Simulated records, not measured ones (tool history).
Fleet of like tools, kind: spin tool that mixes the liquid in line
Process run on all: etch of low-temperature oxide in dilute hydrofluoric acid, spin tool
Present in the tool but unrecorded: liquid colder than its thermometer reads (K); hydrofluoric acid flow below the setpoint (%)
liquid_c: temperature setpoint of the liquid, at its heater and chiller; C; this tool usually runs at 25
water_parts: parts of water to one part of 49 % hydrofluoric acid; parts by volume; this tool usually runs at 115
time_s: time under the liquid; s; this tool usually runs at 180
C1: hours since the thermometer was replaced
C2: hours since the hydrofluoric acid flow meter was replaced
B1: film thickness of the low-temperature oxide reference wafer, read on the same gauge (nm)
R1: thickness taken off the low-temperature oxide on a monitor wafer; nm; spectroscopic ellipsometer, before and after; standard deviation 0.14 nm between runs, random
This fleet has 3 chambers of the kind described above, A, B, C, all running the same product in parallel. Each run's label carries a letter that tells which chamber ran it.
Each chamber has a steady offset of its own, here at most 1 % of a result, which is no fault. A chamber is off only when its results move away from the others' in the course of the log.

{"run": "1B", "hour": 7.8, "liquid_c": 25, "water_parts": 115, "time_s": 180, "C1": 30.8, "C2": 2401.6, "B1": 90.003, "R1": 16.968}
{"run": "2C", "hour": 18.0, "liquid_c": 25, "water_parts": 115, "time_s": 180, "C1": 1230.4, "C2": 1414.8, "B1": 90.007, "R1": 16.994}
{"run": "3A", "hour": 29.7, "liquid_c": 25, "water_parts": 115, "time_s": 180, "C1": 601.5, "C2": 489.8, "B1": 89.992, "R1": 16.927}
{"run": "4A", "hour": 44.5, "liquid_c": 25, "water_parts": 115, "time_s": 180, "C1": 616.3, "C2": 504.6, "B1": 90.026, "R1": 17.037}
{"run": "5B", "hour": 53.0, "liquid_c": 25, "water_parts": 115, "time_s": 180, "C1": 76.0, "C2": 2446.8, "B1": 89.991, "R1": 17.181}
{"run": "6C", "hour": 67.8, "liquid_c": 25, "water_parts": 115, "time_s": 180, "C1": 1280.2, "C2": 1464.6, "B1": 90.014, "R1": 17.27}
{"run": "7C", "hour": 79.6, "liquid_c": 25, "water_parts": 115, "time_s": 180, "C1": 1292.0, "C2": 1476.4, "B1": 90.011, "R1": 17.029}
{"run": "8B", "hour": 89.5, "liquid_c": 25, "water_parts": 115, "time_s": 180, "C1": 112.5, "C2": 2483.3, "B1": 90.008, "R1": 17.028}
{"run": "9A", "hour": 103.4, "liquid_c": 25, "water_parts": 115, "time_s": 180, "C1": 675.2, "C2": 563.5, "B1": 89.984, "R1": 16.972}
{"run": "10C", "hour": 110.6, "liquid_c": 25, "water_parts": 115, "time_s": 180, "C1": 1323.0, "C2": 1507.4, "B1": 90.011, "R1": 16.974}
{"run": "11A", "hour": 117.2, "liquid_c": 25, "water_parts": 95, "time_s": 285, "C1": 689.0, "C2": 577.3, "B1": 89.995, "R1": 32.903}
{"hour": 127.7, "done": "chamber A: thermometer replaced"}
{"run": "12B", "hour": 132.3, "liquid_c": 25, "water_parts": 95, "time_s": 285, "C1": 155.3, "C2": 2526.1, "B1": 90.043, "R1": 33.135}
{"hour": 146.1, "done": "chamber B: hydrofluoric acid flow meter replaced"}
{"run": "13A", "hour": 146.2, "liquid_c": 25, "water_parts": 95, "time_s": 285, "C1": 18.5, "C2": 606.3, "B1": 89.987, "R1": 33.127}
{"run": "14B", "hour": 155.7, "liquid_c": 25, "water_parts": 115, "time_s": 180, "C1": 178.7, "C2": 9.7, "B1": 90.023, "R1": 16.876}
{"hour": 163.3, "done": "chamber C: thermometer replaced"}
{"run": "15C", "hour": 170.8, "liquid_c": 25, "water_parts": 115, "time_s": 180, "C1": 7.5, "C2": 1567.6, "B1": 90.018, "R1": 16.316}
{"run": "16A", "hour": 183.1, "liquid_c": 25, "water_parts": 115, "time_s": 180, "C1": 55.4, "C2": 643.2, "B1": 89.997, "R1": 16.711}
{"run": "17B", "hour": 194.0, "liquid_c": 25, "water_parts": 115, "time_s": 180, "C1": 217.0, "C2": 48.0, "B1": 89.991, "R1": 16.794}
{"run": "18C", "hour": 201.5, "liquid_c": 25, "water_parts": 115, "time_s": 180, "C1": 38.2, "C2": 1598.3, "B1": 89.979, "R1": 16.099}
{"run": "19A", "hour": 215.8, "liquid_c": 25, "water_parts": 115, "time_s": 180, "C1": 88.1, "C2": 675.9, "B1": 90.038, "R1": 17.147}
{"run": "20B", "hour": 229.1, "liquid_c": 25, "water_parts": 115, "time_s": 180, "C1": 252.1, "C2": 83.1, "B1": 89.981, "R1": 17.18}
{"run": "21C", "hour": 243.1, "liquid_c": 25, "water_parts": 115, "time_s": 180, "C1": 79.8, "C2": 1639.9, "B1": 89.973, "R1": 15.827}

Each of the 3 chambers runs these same settings next. Fill in every chamber's results:
{"run": "22A", "hour": 254.1, "liquid_c": 25, "water_parts": 115, "time_s": 80, "R1": "?"}
{"run": "22B", "hour": 254.1, "liquid_c": 25, "water_parts": 115, "time_s": 80, "R1": "?"}
{"run": "22C", "hour": 254.1, "liquid_c": 25, "water_parts": 115, "time_s": 80, "R1": "?"}

run=22A R1=7.5587
run=22B R1=7.5610
run=22C R1=7.0206
